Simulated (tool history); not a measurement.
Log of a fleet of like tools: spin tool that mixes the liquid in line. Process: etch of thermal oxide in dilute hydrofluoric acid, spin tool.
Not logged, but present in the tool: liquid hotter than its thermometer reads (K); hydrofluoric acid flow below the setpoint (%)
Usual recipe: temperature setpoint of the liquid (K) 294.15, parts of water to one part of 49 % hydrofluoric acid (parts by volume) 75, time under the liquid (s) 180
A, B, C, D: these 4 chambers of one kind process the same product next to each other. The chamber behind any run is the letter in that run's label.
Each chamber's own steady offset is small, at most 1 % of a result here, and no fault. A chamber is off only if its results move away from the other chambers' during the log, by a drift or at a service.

run   hour  temperature setpoint of the liquid (K)  parts of water to one part of 49 % hydrofluoric acid (parts by volume)  time under the liquid (s)  hours since the thermometer was replaced  hours since the hydrofluoric acid flow meter was replaced  read-back film thickness of the thermal oxide reference wafer, read on the same gauge (nm)  thickness taken off the thermal oxide on a monitor wafer (nm)
 1C   14.8                                  294.15                                                                      75                        180                                     610.5                                                       48.9                                                                                      89.995                                                        10.4460
 2A   25.5                                  294.15                                                                      75                        180                                     584.0                                                      219.4                                                                                      90.006                                                        10.4190
 3B   41.0                                  294.15                                                                      75                        180                                     279.5                                                      271.0                                                                                      89.997                                                        10.2750
 4D   54.9                                  294.15                                                                      75                        180                                     260.8                                                      828.1                                                                                      90.031                                                        10.6680
 5D   62.0                                  294.15                                                                      75                        180                                     267.9                                                      835.2                                                                                      90.009                                                        10.5750
 6B   75.1                                  294.15                                                                      75                        180                                     313.6                                                      305.1                                                                                      90.000                                                        10.3460
 7C   89.0                                  294.15                                                                      75                        180                                     684.7                                                      123.1                                                                                      90.017                                                        10.3940
 8A   95.8                                  294.15                                                                      75                         95                                     654.3                                                      289.7                                                                                      90.004                                                         5.5148
 9D  104.8                                  294.15                                                                      75                         95                                     310.7                                                      878.0                                                                                      90.000                                                         5.7429
10C  113.2                                  294.15                                                                      75                         95                                     708.9                                                      147.3                                                                                      90.011                                                         5.5775
11A  126.0                                  294.15                                                                      75                         95                                     684.5                                                      319.9                                                                                      90.007                                                         5.5683
12B  135.3                                  294.15                                                                      75                        180                                     373.8                                                      365.3                                                                                      90.018                                                        10.1770
13C  150.7                                  294.15                                                                      75                        180                                     746.4                                                      184.8                                                                                      90.022                                                        10.4930
14A  164.1                                  294.15                                                                      75                        180                                     722.6                                                      358.0                                                                                      90.005                                                        10.4440
15B  179.4                                  294.15                                                                      75                        180                                     417.9                                                      409.4                                                                                      90.008                                                        10.1770
16D  189.6                                  294.15                                                                      75                        180                                     395.5                                                      962.8                                                                                      89.984                                                        11.1130
17D  200.0                                  294.15                                                                      75                        180                                     405.9                                                      973.2                                                                                      89.998                                                        11.3670
18A  212.2                                  294.15                                                                      75                        180                                     770.7                                                      406.1                                                                                      90.000                                                        10.4370
19B  224.8                                  294.15                                                                      75                        180                                     463.3                                                      454.8                                                                                      90.010                                                        10.3560
20C  239.2                                  294.15                                                                      75                        180                                     834.9                                                      273.3                                                                                      90.007                                                        10.3250
21A  253.1                                  290.65                                                                      75                        180                                     811.6                                                      447.0                                                                                      89.996                                                         8.9771
22B  263.0                                  290.65                                                                      75                        180                                     501.5                                                      493.0                                                                                      90.005                                                         9.0151
23C  270.1                                  290.65                                                                      75                        180                                     865.8                                                      304.2                                                                                      89.972                                                         9.1804
24D  277.0                                  290.65                                                                      75                        180                                     482.9                                                     1050.2                                                                                      89.998                                                        10.0200
25A  292.1                                  294.15                                                                      75                        180                                     850.6                                                      486.0                                                                                      89.998                                                        10.3230

All chambers now run identical settings, listed one chamber a line with results as question marks. What results will each chamber show?
26A  303.3                                  294.15                                                                      75                        180                                                                                                                                                                                                                                                               ?
26B  303.3                                  294.15                                                                      75                        180                                                                                                                                                                                                                                                               ?
26C  303.3                                  294.15                                                                      75                        180                                                                                                                                                                                                                                                               ?
26D  303.3                                  294.15                                                                      75                        180                                                                                                                                                                                                                                                               ?

run  thickness taken off the thermal oxide on a monitor wafer (nm)
26A                                                        10.4330
26B                                                        10.2620
26C                                                        10.5190
26D                                                        11.5590

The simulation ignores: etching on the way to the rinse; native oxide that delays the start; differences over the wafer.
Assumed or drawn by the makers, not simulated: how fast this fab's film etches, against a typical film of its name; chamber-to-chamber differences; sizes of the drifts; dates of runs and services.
